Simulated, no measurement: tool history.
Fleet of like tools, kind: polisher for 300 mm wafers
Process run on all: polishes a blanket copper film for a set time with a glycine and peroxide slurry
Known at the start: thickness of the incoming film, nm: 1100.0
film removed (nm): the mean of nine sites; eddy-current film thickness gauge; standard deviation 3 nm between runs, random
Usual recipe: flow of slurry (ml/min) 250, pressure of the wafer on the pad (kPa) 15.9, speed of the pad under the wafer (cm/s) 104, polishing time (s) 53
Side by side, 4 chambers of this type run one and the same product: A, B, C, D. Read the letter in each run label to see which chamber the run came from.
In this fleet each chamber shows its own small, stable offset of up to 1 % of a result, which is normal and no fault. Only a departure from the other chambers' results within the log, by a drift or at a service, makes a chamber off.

run,day,flow of slurry (ml/min),pressure of the wafer on the pad (kPa),speed of the pad under the wafer (cm/s),polishing time (s),film removed (nm)
# day 0.079: chamber C: worn pad replaced by a new one
1B,0.175,250,15.9,104,53,252.99
2C,0.379,250,15.9,104,53,259.1
3D,0.479,250,15.9,104,53,262.91
4A,0.633,250,15.9,104,53,267.24
5A,0.833,250,15.9,104,53,260.92
6B,1.004,250,15.9,104,53,260.21
7C,1.171,250,15.9,104,53,266.04
8D,1.279,250,15.9,104,53,255.16
9D,1.421,250,15.9,104,53,260.12
10A,1.554,250,15.9,104,53,263.47
# day 1.596: chamber B: slurry nozzle cleaned
11C,1.758,250,15.9,104,53,256.42
12B,1.971,250,15.9,104,53,261.55
# day 2.1: chamber A: head pressure recalibrated
# day 2.129: chamber D: worn pad replaced by a new one
13B,2.188,250,15.9,104,53,251.36
14D,2.375,250,15.9,104,63,301.43
15A,2.517,250,15.9,104,63,340.39
# day 2.592: chamber A: worn pad replaced by a new one
16C,2.679,250,15.9,104,63,313.65
# day 2.846: chamber C: worn pad replaced by a new one
17A,2.862,250,15.9,104,63,340.09
18C,2.979,250,18.6,104,53,295.83
19B,3.079,250,18.6,104,53,287.21
20D,3.196,250,18.6,104,53,292.47
21B,3.325,250,18.6,104,53,293.58
# day 3.383: chamber B: worn pad replaced by a new one
22A,3.475,250,15.9,104,53,283.08
23D,3.612,250,15.9,104,53,254.56
24C,3.729,250,15.9,104,53,261.77
25C,3.833,250,15.9,104,53,265.14
# day 3.875: chamber B: head pressure recalibrated
26D,3.958,250,15.9,104,53,258.72
27B,4.054,250,15.9,104,35,167.37
28A,4.196,250,15.9,104,35,187.94
29A,4.312,250,15.9,104,35,188.84
30D,4.45,250,15.9,104,35,172.42
31B,4.621,250,15.9,104,53,260.17
32C,4.762,250,15.9,104,53,260.81
33A,4.979,250,15.9,104,64,343.47

Has any chamber moved away from the others, gradually or after a service, or does the common gauge drift, or do the chambers differ only by their own small steady offsets? State the chamber and the most likely cause if one applies.

A service on chamber A put it out of line with the rest.
What lies behind it: head's pressure above its setpoint, % = 10.7.

Below are 4 candidate recipes for chamber A's next run, each the usual settings with a change, their results shown as question marks. Which of them brings A's results back in line with what the other chambers give on the usual settings?
Allowed miss from the other chambers' usual-settings mean, per result, to count as in line: film removed (nm) 10
34A-1,5.138,250,15.9,104,51,?
34A-2,5.138,250,15.9,106,54,?
34A-3,5.138,245,15.9,104,48,?
34A-4,5.138,250,16.5,108,55,?

The mean the other chambers reach with the usual settings: film removed (nm) 258.6
run,film removed (nm)
34A-1,275.17
34A-2,296
34A-3,258.4
34A-4,317.09
34A-3 puts the chamber back in line with the other chambers.

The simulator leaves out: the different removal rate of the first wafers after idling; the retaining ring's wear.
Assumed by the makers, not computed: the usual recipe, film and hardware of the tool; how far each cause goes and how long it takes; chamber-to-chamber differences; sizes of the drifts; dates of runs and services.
